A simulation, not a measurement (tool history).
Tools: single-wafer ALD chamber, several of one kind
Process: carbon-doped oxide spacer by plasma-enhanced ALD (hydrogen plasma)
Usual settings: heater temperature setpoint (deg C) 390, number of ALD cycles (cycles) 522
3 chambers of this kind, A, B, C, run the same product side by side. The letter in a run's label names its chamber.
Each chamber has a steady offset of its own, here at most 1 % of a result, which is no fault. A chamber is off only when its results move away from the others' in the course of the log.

run	hour	heater temperature setpoint (deg C)	number of ALD cycles (cycles)	hours since the last thermocouple change	read-back reference wafer on the same gauge, thickness_nm	mean film thickness on the monitor wafer (Å)
1A	4.4	390	522	391.8	23.1	260.7
2B	8.5	390	522	360.1	23.107	260
3C	14.5	390	522	1024.2	23.108	259.46
4C	18.8	390	522	1028.5	23.116	259.57
5B	24.9	390	522	376.5	23.117	260.37
6A	29.5	380	592	416.9	23.126	295.1
7A	33.3	380	592	420.7	23.131	294.57
8C	36.6	380	592	1046.3	23.133	293.9
9B	42.6	390	522	394.2	23.139	259.79
10C	47.4	390	522	1057.1	23.147	259.8
11A	53.6	390	522	441	23.141	260.09
12B	56.6	390	522	408.2	23.146	259.78
13A	61.3	390	522	448.7	23.145	261.16
14C	65.1	390	522	1074.8	23.155	260.02
15B	71.1	390	522	422.7	23.159	260.71
16C	74.4	390	522	1084.1	23.158	259.53
17A	77.5	390	522	464.9	23.158	260.59
18B	82.7	390	522	434.3	23.161	261.04
19B	88.5	390	451	440.1	23.175	224.93
20C	94.5	390	451	1104.2	23.185	225.03
21A	98.9	390	451	486.3	23.183	225.01
22A	102	390	522	489.4	23.185	261.29
23B	108.1	396	522	459.7	23.192	261.38
24C	111.8	396	522	1121.5	23.188	261.01
25B	115.9	396	522	467.5	23.197	261.32
26A	120.2	390	522	507.6	23.208	260.64
27C	125.8	390	522	1135.5	23.206	260.39
28B	132.2	390	522	483.8	23.214	260.9
29A	135.6	390	522	523	23.213	260.77
30C	138.9	390	522	1148.6	23.217	261.05
31A	142.6	390	522	530	23.225	261.33
32B	146.3	380	451	497.9	23.224	225.92
33C	152.5	380	451	1162.2	23.225	225.07
34A	157.5	380	451	544.9	23.232	225.84
35B	162.2	390	522	513.8	23.244	261.3
36C	167.3	390	522	1177	23.249	260.81
37C	172.6	390	522	1182.3	23.256	260.12

What goes on in this fleet: one chamber off, a drifting gauge, or nothing beyond the chambers' own small offsets? Name the chamber and the cause, if any.

The gauge drifts, so all chambers seem to drift together. No chamber is off.
Cause: gauge reads high (%) = 0.655.
